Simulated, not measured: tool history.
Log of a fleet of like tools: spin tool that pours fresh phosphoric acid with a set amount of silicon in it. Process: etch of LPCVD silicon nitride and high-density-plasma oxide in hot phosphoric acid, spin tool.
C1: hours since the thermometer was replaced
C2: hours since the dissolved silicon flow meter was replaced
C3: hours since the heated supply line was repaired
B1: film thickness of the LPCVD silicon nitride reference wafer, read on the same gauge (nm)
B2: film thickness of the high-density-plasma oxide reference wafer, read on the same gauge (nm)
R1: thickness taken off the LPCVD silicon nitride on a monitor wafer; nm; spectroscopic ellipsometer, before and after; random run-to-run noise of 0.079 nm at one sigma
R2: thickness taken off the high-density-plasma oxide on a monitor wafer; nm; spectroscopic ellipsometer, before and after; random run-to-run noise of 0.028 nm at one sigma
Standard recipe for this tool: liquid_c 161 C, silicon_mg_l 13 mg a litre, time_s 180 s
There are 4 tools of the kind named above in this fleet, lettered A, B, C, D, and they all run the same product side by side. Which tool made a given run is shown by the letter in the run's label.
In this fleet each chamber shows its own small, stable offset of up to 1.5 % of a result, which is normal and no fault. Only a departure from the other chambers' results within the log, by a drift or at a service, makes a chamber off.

Run 1A, hour 8.3: usual settings; C1 1056.7; C2 89.8; C3 858.8; B1 50.004; B2 90.053. Result: R1 16.425 nm, R2 0.79449 nm.
Run 2C, hour 16.2: usual settings; C1 1131.4; C2 1835; C3 1954.2; B1 49.983; B2 90.004. Result: R1 16.562 nm, R2 0.83286 nm.
At hour 23.7: chamber D: dissolved silicon flow meter replaced.
Run 3D, hour 27.3: usual settings; C1 425.2; C2 3.6; C3 311.6; B1 49.993; B2 90.012. Result: R1 16.259 nm, R2 0.78804 nm.
Run 4B, hour 37.8: usual settings; C1 817.7; C2 944.6; C3 946.1; B1 49.964; B2 90.027. Result: R1 16.325 nm, R2 0.77128 nm.
At hour 47.7: chamber A: heated supply line repaired.
Run 5D, hour 49: usual settings; C1 446.9; C2 25.3; C3 333.3; B1 49.981; B2 89.965. Result: R1 16.581 nm, R2 0.73085 nm.
Run 6C, hour 55.5: usual settings; C1 1170.7; C2 1874.3; C3 1993.5; B1 50.021; B2 90.013. Result: R1 16.575 nm, R2 0.7949 nm.
At hour 56.2: chamber D: thermometer replaced.
Run 7B, hour 66.2: usual settings; C1 846.1; C2 973; C3 974.5; B1 50.012; B2 89.95. Result: R1 16.335 nm, R2 0.75172 nm.
Run 8A, hour 75.6: usual settings but liquid_c 163 C, time_s 145 s; C1 1124; C2 157.1; C3 28; B1 50.013; B2 89.967. Result: R1 14.392 nm, R2 0.6711 nm.
At hour 75.8: chamber C: dissolved silicon flow meter replaced.
Run 9C, hour 80.8: usual settings but liquid_c 163 C, time_s 145 s; C1 1196; C2 5; C3 2018.8; B1 49.98; B2 90.004. Result: R1 14.159 nm, R2 0.7177 nm.
Run 10A, hour 86: usual settings but liquid_c 163 C, time_s 145 s; C1 1134.4; C2 167.5; C3 38.4; B1 50.005; B2 90.019. Result: R1 14.353 nm, R2 0.75393 nm.
Run 11B, hour 95.1: usual settings but liquid_c 163 C, time_s 145 s; C1 875; C2 1001.9; C3 1003.4; B1 49.994; B2 90.031. Result: R1 14.071 nm, R2 0.72941 nm.
Run 12D, hour 102.1: usual settings; C1 45.9; C2 78.4; C3 386.4; B1 50.01; B2 89.998. Result: R1 16.345 nm, R2 0.79233 nm.
Run 13A, hour 108: usual settings; C1 1156.4; C2 189.5; C3 60.4; B1 49.932; B2 90.026. Result: R1 16.677 nm, R2 0.73168 nm.
Run 14D, hour 118.9: usual settings but silicon_mg_l 17 mg a litre, time_s 95 s; C1 62.7; C2 95.2; C3 403.2; B1 49.989; B2 89.995. Result: R1 8.6751 nm, R2 0.38549 nm.
Run 15C, hour 129: usual settings but silicon_mg_l 17 mg a litre, time_s 95 s; C1 1244.2; C2 53.2; C3 2067; B1 49.978; B2 89.981. Result: R1 8.6251 nm, R2 0.35566 nm.
Run 16B, hour 139: usual settings but silicon_mg_l 17 mg a litre, time_s 95 s; C1 918.9; C2 1045.8; C3 1047.3; B1 49.987; B2 89.99. Result: R1 8.5757 nm, R2 0.3504 nm.
Run 17C, hour 144.7: usual settings but silicon_mg_l 17 mg a litre, time_s 95 s; C1 1259.9; C2 68.9; C3 2082.7; B1 50.025; B2 89.994. Result: R1 8.6856 nm, R2 0.38101 nm.
Run 18D, hour 153.1: usual settings; C1 96.9; C2 129.4; C3 437.4; B1 49.973; B2 89.977. Result: R1 16.432 nm, R2 0.75691 nm.
At hour 162.2: chamber B: heated supply line repaired.
Run 19B, hour 164.5: usual settings; C1 944.4; C2 1071.3; C3 2.4; B1 49.988; B2 90.005. Result: R1 16.542 nm, R2 0.77455 nm.
Run 20A, hour 170.4: usual settings; C1 1218.8; C2 251.9; C3 122.8; B1 49.979; B2 89.999. Result: R1 16.653 nm, R2 0.80399 nm.
Run 21D, hour 175.8: usual settings; C1 119.6; C2 152.1; C3 460.1; B1 50.02; B2 90.04. Result: R1 16.576 nm, R2 0.76502 nm.
Run 22C, hour 182.8: usual settings; C1 1298; C2 107; C3 2120.8; B1 49.996; B2 89.992. Result: R1 16.356 nm, R2 0.79242 nm.
Run 23A, hour 193.9: usual settings; C1 1242.3; C2 275.4; C3 146.3; B1 49.976; B2 90.009. Result: R1 16.706 nm, R2 0.73863 nm.
Run 24B, hour 202.6: usual settings but liquid_c 162.5 C; C1 982.5; C2 1109.4; C3 40.5; B1 50.033; B2 90.043. Result: R1 17.27 nm, R2 0.84011 nm.
Run 25A, hour 209.6: usual settings but liquid_c 162.5 C; C1 1258; C2 291.1; C3 162; B1 49.99; B2 90.037. Result: R1 17.434 nm, R2 0.88362 nm.
Run 26B, hour 217.8: usual settings but liquid_c 162.5 C; C1 997.7; C2 1124.6; C3 55.7; B1 49.974; B2 90.009. Result: R1 17.222 nm, R2 0.90504 nm.
Run 27C, hour 224: usual settings but liquid_c 162.5 C; C1 1339.2; C2 148.2; C3 2162; B1 49.97; B2 90.013. Result: R1 17.325 nm, R2 0.85592 nm.
Run 28D, hour 232.1: usual settings; C1 175.9; C2 208.4; C3 516.4; B1 49.962; B2 90.037. Result: R1 16.44 nm, R2 0.74548 nm.
Run 29A, hour 240.2: usual settings; C1 1288.6; C2 321.7; C3 192.6; B1 49.994; B2 90.061. Result: R1 16.643 nm, R2 0.74905 nm.
Run 30C, hour 251: usual settings but liquid_c 160 C, silicon_mg_l 19 mg a litre; C1 1366.2; C2 175.2; C3 2189; B1 49.991; B2 90.008. Result: R1 16.011 nm, R2 0.62827 nm.
Run 31B, hour 262.2: usual settings but liquid_c 160 C, silicon_mg_l 19 mg a litre; C1 1042.1; C2 1169; C3 100.1; B1 50.008; B2 90.004. Result: R1 15.927 nm, R2 0.63183 nm.
Run 32D, hour 270: usual settings but liquid_c 160 C, silicon_mg_l 19 mg a litre; C1 213.8; C2 246.3; C3 554.3; B1 49.999; B2 89.987. Result: R1 15.875 nm, R2 0.58802 nm.
Run 33A, hour 281.8: usual settings but liquid_c 160 C, silicon_mg_l 19 mg a litre; C1 1330.2; C2 363.3; C3 234.2; B1 49.978; B2 90.039. Result: R1 15.977 nm, R2 0.60725 nm.
Run 34C, hour 289: usual settings but silicon_mg_l 8.5 mg a litre, time_s 115 s; C1 1404.2; C2 213.2; C3 2227; B1 50.013; B2 89.986. Result: R1 10.579 nm, R2 0.51726 nm.

Predict what each chamber gives when all 4 of them run the settings below next.
Run 35A, hour 297.6: usual settings but time_s 135 s. Result: R1 ?, R2 ?.
Run 35B, hour 297.6: usual settings but time_s 135 s. Result: R1 ?, R2 ?.
Run 35C, hour 297.6: usual settings but time_s 135 s. Result: R1 ?, R2 ?.
Run 35D, hour 297.6: usual settings but time_s 135 s. Result: R1 ?, R2 ?.

run      R1       R2
35A  12.499   0.5649
35B  12.339  0.56739
35C  12.352  0.57934
35D  12.331  0.58958
